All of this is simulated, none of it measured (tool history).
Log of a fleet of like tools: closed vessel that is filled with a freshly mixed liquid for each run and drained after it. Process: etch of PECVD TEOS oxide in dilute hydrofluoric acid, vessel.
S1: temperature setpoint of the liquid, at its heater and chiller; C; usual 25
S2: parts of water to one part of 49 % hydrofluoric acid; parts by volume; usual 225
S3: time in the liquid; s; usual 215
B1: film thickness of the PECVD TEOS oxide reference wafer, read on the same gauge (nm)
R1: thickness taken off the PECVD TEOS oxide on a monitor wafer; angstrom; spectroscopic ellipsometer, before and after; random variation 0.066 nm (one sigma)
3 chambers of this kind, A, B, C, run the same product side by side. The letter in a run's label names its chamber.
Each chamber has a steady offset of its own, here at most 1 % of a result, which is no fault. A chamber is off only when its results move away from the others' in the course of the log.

Run 1C, hour 7: usual settings; B1 90.003. Result: R1 114.18 angstrom.
Run 2B, hour 10.4: usual settings; B1 89.987. Result: R1 113.32 angstrom.
Run 3A, hour 17: usual settings; B1 90.031. Result: R1 113.42 angstrom.
Run 4B, hour 21.9: usual settings; B1 89.993. Result: R1 113.58 angstrom.
Run 5C, hour 27: usual settings; B1 90.006. Result: R1 114 angstrom.
Run 6A, hour 32.1: usual settings; B1 90.018. Result: R1 114.57 angstrom.
Run 7C, hour 38.2: usual settings but S1 29.5 C; B1 89.992. Result: R1 134.64 angstrom.
Run 8A, hour 43.8: usual settings but S1 29.5 C; B1 89.996. Result: R1 132.69 angstrom.
Run 9B, hour 49.4: usual settings but S1 29.5 C; B1 89.998. Result: R1 133.24 angstrom.
Run 10A, hour 54: usual settings; B1 89.984. Result: R1 114.74 angstrom.
Run 11C, hour 60.1: usual settings; B1 89.987. Result: R1 115.58 angstrom.
Run 12B, hour 63.5: usual settings; B1 89.987. Result: R1 112.75 angstrom.
Run 13C, hour 68: usual settings; B1 89.988. Result: R1 113.12 angstrom.
Run 14B, hour 73.2: usual settings; B1 89.977. Result: R1 113.26 angstrom.
Run 15A, hour 79.4: usual settings but S3 265 s; B1 89.997. Result: R1 139.64 angstrom.
Run 16B, hour 83.8: usual settings but S3 265 s; B1 90.003. Result: R1 140 angstrom.
Run 17C, hour 89.1: usual settings but S3 265 s; B1 89.986. Result: R1 141.03 angstrom.
Run 18A, hour 95.4: usual settings; B1 89.997. Result: R1 114.98 angstrom.
Run 19B, hour 100.5: usual settings; B1 90.011. Result: R1 112.38 angstrom.
Run 20C, hour 105.8: usual settings; B1 89.997. Result: R1 115.23 angstrom.
Run 21A, hour 112.4: usual settings; B1 90.012. Result: R1 114.68 angstrom.
Run 22C, hour 115.6: usual settings; B1 89.983. Result: R1 114.85 angstrom.
Run 23B, hour 122.5: usual settings; B1 90.015. Result: R1 113.2 angstrom.
Run 24A, hour 126: usual settings; B1 90.009. Result: R1 113.1 angstrom.
Run 25A, hour 129.4: usual settings; B1 89.98. Result: R1 113.37 angstrom.
Run 26B, hour 136: usual settings; B1 89.986. Result: R1 113.61 angstrom.
Run 27C, hour 141.3: usual settings but S1 26.5 C; B1 89.986. Result: R1 121.34 angstrom.
Run 28A, hour 146.7: usual settings but S1 26.5 C; B1 90.023. Result: R1 120.43 angstrom.
Run 29C, hour 152.8: usual settings but S1 26.5 C; B1 89.997. Result: R1 121.9 angstrom.
Run 30B, hour 158.8: usual settings; B1 90.047. Result: R1 113.19 angstrom.
Run 31A, hour 161.9: usual settings; B1 89.98. Result: R1 114.67 angstrom.
Run 32B, hour 168.6: usual settings; B1 90.015. Result: R1 113.07 angstrom.

What goes on in this fleet: one chamber off, a drifting gauge, or nothing beyond the chambers' own small offsets? Name the chamber and the cause, if any.

No chamber stands off beyond its own small offset, and the gauge holds steady.
